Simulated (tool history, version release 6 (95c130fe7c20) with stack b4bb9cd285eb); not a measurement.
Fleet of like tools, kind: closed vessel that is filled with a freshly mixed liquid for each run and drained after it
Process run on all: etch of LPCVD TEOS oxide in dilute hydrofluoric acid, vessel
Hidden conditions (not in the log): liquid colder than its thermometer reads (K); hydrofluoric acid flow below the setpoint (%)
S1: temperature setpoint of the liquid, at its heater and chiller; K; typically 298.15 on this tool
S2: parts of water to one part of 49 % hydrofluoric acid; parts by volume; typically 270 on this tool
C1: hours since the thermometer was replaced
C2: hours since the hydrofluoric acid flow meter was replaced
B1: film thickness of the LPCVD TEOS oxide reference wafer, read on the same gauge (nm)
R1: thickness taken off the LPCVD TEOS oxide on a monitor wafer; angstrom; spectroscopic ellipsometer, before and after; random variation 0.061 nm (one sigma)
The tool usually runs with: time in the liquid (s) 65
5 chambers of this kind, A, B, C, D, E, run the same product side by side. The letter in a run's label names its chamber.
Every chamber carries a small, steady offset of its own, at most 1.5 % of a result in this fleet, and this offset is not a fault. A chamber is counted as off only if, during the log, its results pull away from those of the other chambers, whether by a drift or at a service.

run 1C hour=8.2 | S1=298.15 S2=270 time_in_the_liquid_(s)=65 | C1=1297.9 C2=1067.9 | B1=30.01 | R1=68.291
run 2D hour=18.5 | S1=298.15 S2=270 time_in_the_liquid_(s)=65 | C1=408.2 C2=442.5 | B1=30 | R1=69.052
run 3B hour=29.6 | S1=298.15 S2=270 time_in_the_liquid_(s)=65 | C1=146.8 C2=315.7 | B1=30.008 | R1=67.689
run 4E hour=39.5 | S1=298.15 S2=270 time_in_the_liquid_(s)=65 | C1=807.1 C2=507.3 | B1=29.984 | R1=67.753
run 5A hour=50.2 | S1=294.15 S2=270 time_in_the_liquid_(s)=90 | C1=706 C2=1190.6 | B1=29.989 | R1=80.599
run 6E hour=56.7 | S1=294.15 S2=270 time_in_the_liquid_(s)=90 | C1=824.3 C2=524.5 | B1=29.996 | R1=81.692
run 7C hour=66.9 | S1=294.15 S2=270 time_in_the_liquid_(s)=90 | C1=1356.6 C2=1126.6 | B1=30.025 | R1=83.573
run 8B hour=73.6 | S1=294.15 S2=270 time_in_the_liquid_(s)=90 | C1=190.8 C2=359.7 | B1=29.993 | R1=81.397
run 9D hour=83.8 | S1=294.15 S2=270 time_in_the_liquid_(s)=90 | C1=473.5 C2=507.8 | B1=29.985 | R1=81.875
-- hour=89 chamber E: thermometer replaced
run 10A hour=91.3 | S1=298.15 S2=270 time_in_the_liquid_(s)=65 | C1=747.1 C2=1231.7 | B1=30.009 | R1=67.49
run 11C hour=101.1 | S1=298.15 S2=270 time_in_the_liquid_(s)=65 | C1=1390.8 C2=1160.8 | B1=29.979 | R1=67.336
run 12B hour=112.6 | S1=298.15 S2=270 time_in_the_liquid_(s)=65 | C1=229.8 C2=398.7 | B1=30.005 | R1=67.395
run 13D hour=122.1 | S1=298.15 S2=270 time_in_the_liquid_(s)=65 | C1=511.8 C2=546.1 | B1=29.973 | R1=67.464
run 14A hour=130.9 | S1=298.15 S2=270 time_in_the_liquid_(s)=65 | C1=786.7 C2=1271.3 | B1=30.019 | R1=66.988
run 15E hour=137.8 | S1=298.15 S2=270 time_in_the_liquid_(s)=65 | C1=48.8 C2=605.6 | B1=29.97 | R1=68.34
run 16A hour=144.6 | S1=298.15 S2=270 time_in_the_liquid_(s)=65 | C1=800.4 C2=1285 | B1=30.02 | R1=66.294
run 17D hour=153 | S1=298.15 S2=270 time_in_the_liquid_(s)=65 | C1=542.7 C2=577 | B1=30.007 | R1=68.155
run 18E hour=158.1 | S1=298.15 S2=270 time_in_the_liquid_(s)=65 | C1=69.1 C2=625.9 | B1=29.981 | R1=67.176
run 19C hour=166 | S1=299.65 S2=270 time_in_the_liquid_(s)=65 | C1=1455.7 C2=1225.7 | B1=29.963 | R1=72.47
run 20B hour=176 | S1=299.65 S2=270 time_in_the_liquid_(s)=65 | C1=293.2 C2=462.1 | B1=29.981 | R1=70.421
run 21C hour=186.5 | S1=299.65 S2=270 time_in_the_liquid_(s)=65 | C1=1476.2 C2=1246.2 | B1=29.965 | R1=71.311
run 22B hour=192.6 | S1=299.65 S2=270 time_in_the_liquid_(s)=65 | C1=309.8 C2=478.7 | B1=29.995 | R1=71.111
run 23A hour=199.7 | S1=299.65 S2=270 time_in_the_liquid_(s)=65 | C1=855.5 C2=1340.1 | B1=30.003 | R1=68.087
run 24E hour=206.5 | S1=301.15 S2=270 time_in_the_liquid_(s)=35 | C1=117.5 C2=674.3 | B1=30.007 | R1=40.388
run 25D hour=214.8 | S1=301.15 S2=270 time_in_the_liquid_(s)=35 | C1=604.5 C2=638.8 | B1=30.028 | R1=40.602
run 26C hour=220.9 | S1=301.15 S2=270 time_in_the_liquid_(s)=35 | C1=1510.6 C2=1280.6 | B1=30.003 | R1=40.439
run 27A hour=231.6 | S1=301.15 S2=270 time_in_the_liquid_(s)=35 | C1=887.4 C2=1372 | B1=29.998 | R1=38.594
run 28E hour=240.7 | S1=301.15 S2=270 time_in_the_liquid_(s)=35 | C1=151.7 C2=708.5 | B1=30.011 | R1=39.927
run 29B hour=247.8 | S1=298.15 S2=270 time_in_the_liquid_(s)=65 | C1=365 C2=533.9 | B1=29.973 | R1=68.447
run 30D hour=253.8 | S1=298.15 S2=270 time_in_the_liquid_(s)=65 | C1=643.5 C2=677.8 | B1=29.989 | R1=68.11
run 31C hour=265 | S1=298.15 S2=270 time_in_the_liquid_(s)=45 | C1=1554.7 C2=1324.7 | B1=29.966 | R1=47.341
-- hour=270.5 chamber D: thermometer replaced
run 32D hour=276.5 | S1=298.15 S2=270 time_in_the_liquid_(s)=45 | C1=6 C2=700.5 | B1=30.001 | R1=47.351
run 33E hour=283 | S1=298.15 S2=270 time_in_the_liquid_(s)=45 | C1=194 C2=750.8 | B1=29.999 | R1=46.784
run 34A hour=289.1 | S1=298.15 S2=270 time_in_the_liquid_(s)=45 | C1=944.9 C2=1429.5 | B1=30.015 | R1=44.046
run 35B hour=297.9 | S1=298.15 S2=270 time_in_the_liquid_(s)=45 | C1=415.1 C2=584 | B1=29.989 | R1=46.473
run 36A hour=305.7 | S1=298.15 S2=270 time_in_the_liquid_(s)=65 | C1=961.5 C2=1446.1 | B1=29.982 | R1=62.761
run 37D hour=316 | S1=298.15 S2=270 time_in_the_liquid_(s)=65 | C1=45.5 C2=740 | B1=30.001 | R1=69.464
run 38E hour=325.2 | S1=298.15 S2=270 time_in_the_liquid_(s)=65 | C1=236.2 C2=793 | B1=30.002 | R1=68.829
run 39B hour=334.9 | S1=298.15 S2=270 time_in_the_liquid_(s)=65 | C1=452.1 C2=621 | B1=29.994 | R1=66.846
run 40C hour=346.7 | S1=298.15 S2=270 time_in_the_liquid_(s)=65 | C1=1636.4 C2=1406.4 | B1=30.008 | R1=67.282

The same settings go to every chamber for the next run, one line per chamber below. Forecast the results for each:
run 41A hour=355.1 | S1=298.15 S2=270 time_in_the_liquid_(s)=65 | R1=?
run 41B hour=355.1 | S1=298.15 S2=270 time_in_the_liquid_(s)=65 | R1=?
run 41C hour=355.1 | S1=298.15 S2=270 time_in_the_liquid_(s)=65 | R1=?
run 41D hour=355.1 | S1=298.15 S2=270 time_in_the_liquid_(s)=65 | R1=?
run 41E hour=355.1 | S1=298.15 S2=270 time_in_the_liquid_(s)=65 | R1=?

run=41A R1=61.432
run=41B R1=67.404
run=41C R1=68.168
run=41D R1=69.374
run=41E R1=67.611
